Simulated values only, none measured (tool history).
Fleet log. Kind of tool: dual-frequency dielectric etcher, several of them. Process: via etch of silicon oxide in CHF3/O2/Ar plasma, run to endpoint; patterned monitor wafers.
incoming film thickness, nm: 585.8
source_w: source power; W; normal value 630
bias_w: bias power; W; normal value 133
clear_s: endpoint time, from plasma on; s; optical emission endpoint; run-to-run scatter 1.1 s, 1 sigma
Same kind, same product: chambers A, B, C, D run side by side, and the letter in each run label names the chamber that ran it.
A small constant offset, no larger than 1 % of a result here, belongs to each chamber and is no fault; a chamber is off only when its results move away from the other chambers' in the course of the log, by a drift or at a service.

Run 1D, day 0.1: usual settings. Result: clear_s 322.31 s.
Run 2B, day 0.238: usual settings. Result: clear_s 318.49 s.
Run 3C, day 0.379: usual settings. Result: clear_s 318.31 s.
Run 4A, day 0.546: usual settings. Result: clear_s 320.56 s.
Run 5B, day 0.742: usual settings. Result: clear_s 320.61 s.
Run 6A, day 0.958: usual settings. Result: clear_s 318.8 s.
Run 7C, day 1.15: usual settings. Result: clear_s 316.35 s.
Run 8D, day 1.312: usual settings. Result: clear_s 321.1 s.
Run 9C, day 1.504: usual settings but source_w 740 W, bias_w 153 W. Result: clear_s 284.41 s.
Run 10B, day 1.725: usual settings but source_w 740 W, bias_w 153 W. Result: clear_s 287.15 s.
Run 11D, day 1.833: usual settings but source_w 740 W, bias_w 153 W. Result: clear_s 288.96 s.
At day 1.888: chamber B: wet clean of the chamber.
Run 12A, day 2.058: usual settings but source_w 740 W, bias_w 153 W. Result: clear_s 287.19 s.
Run 13D, day 2.179: usual settings. Result: clear_s 321.73 s.
Run 14C, day 2.321: usual settings. Result: clear_s 316.48 s.
Run 15A, day 2.454: usual settings. Result: clear_s 320.17 s.
Run 16B, day 2.571: usual settings. Result: clear_s 319.72 s.
Run 17C, day 2.792: usual settings but source_w 770 W. Result: clear_s 294.28 s.
Run 18B, day 2.975: usual settings but source_w 770 W. Result: clear_s 295.91 s.
Run 19A, day 3.117: usual settings but source_w 770 W. Result: clear_s 296.23 s.
Run 20D, day 3.308: usual settings but source_w 770 W. Result: clear_s 296.04 s.
Run 21B, day 3.467: usual settings but bias_w 149 W. Result: clear_s 310.57 s.
Run 22C, day 3.662: usual settings but bias_w 149 W. Result: clear_s 305.67 s.
Run 23D, day 3.862: usual settings but bias_w 149 W. Result: clear_s 310.18 s.
Run 24A, day 4.004: usual settings but bias_w 149 W. Result: clear_s 309.18 s.
Run 25D, day 4.225: usual settings. Result: clear_s 320.93 s.
Run 26A, day 4.371: usual settings but source_w 540 W, bias_w 111 W. Result: clear_s 360.29 s.
Run 27C, day 4.488: usual settings but source_w 540 W, bias_w 111 W. Result: clear_s 358.18 s.
Run 28B, day 4.65: usual settings but source_w 540 W, bias_w 111 W. Result: clear_s 361.05 s.
Run 29D, day 4.812: usual settings but source_w 540 W, bias_w 111 W. Result: clear_s 362.62 s.
Run 30C, day 4.942: usual settings. Result: clear_s 319.68 s.
Run 31A, day 5.067: usual settings. Result: clear_s 319.04 s.
Run 32B, day 5.275: usual settings. Result: clear_s 322.17 s.
Run 33A, day 5.375: usual settings. Result: clear_s 321.04 s.
Run 34B, day 5.488: usual settings. Result: clear_s 320.42 s.
Run 35C, day 5.65: usual settings. Result: clear_s 317.95 s.
Run 36D, day 5.829: usual settings. Result: clear_s 320.12 s.
Run 37A, day 5.946: usual settings. Result: clear_s 320.44 s.
At day 5.971: chamber D: wet clean of the chamber.
Run 38D, day 6.179: usual settings. Result: clear_s 319.5 s.

For the next run the whole fleet of 4 chambers uses the same settings. Give each chamber's results:
Run 39A, day 6.346: usual settings. Result: clear_s ?.
Run 39B, day 6.346: usual settings. Result: clear_s ?.
Run 39C, day 6.346: usual settings. Result: clear_s ?.
Run 39D, day 6.346: usual settings. Result: clear_s ?.

run  clear_s
39A   318.85
39B   321.13
39C   317.01
39D   321.71
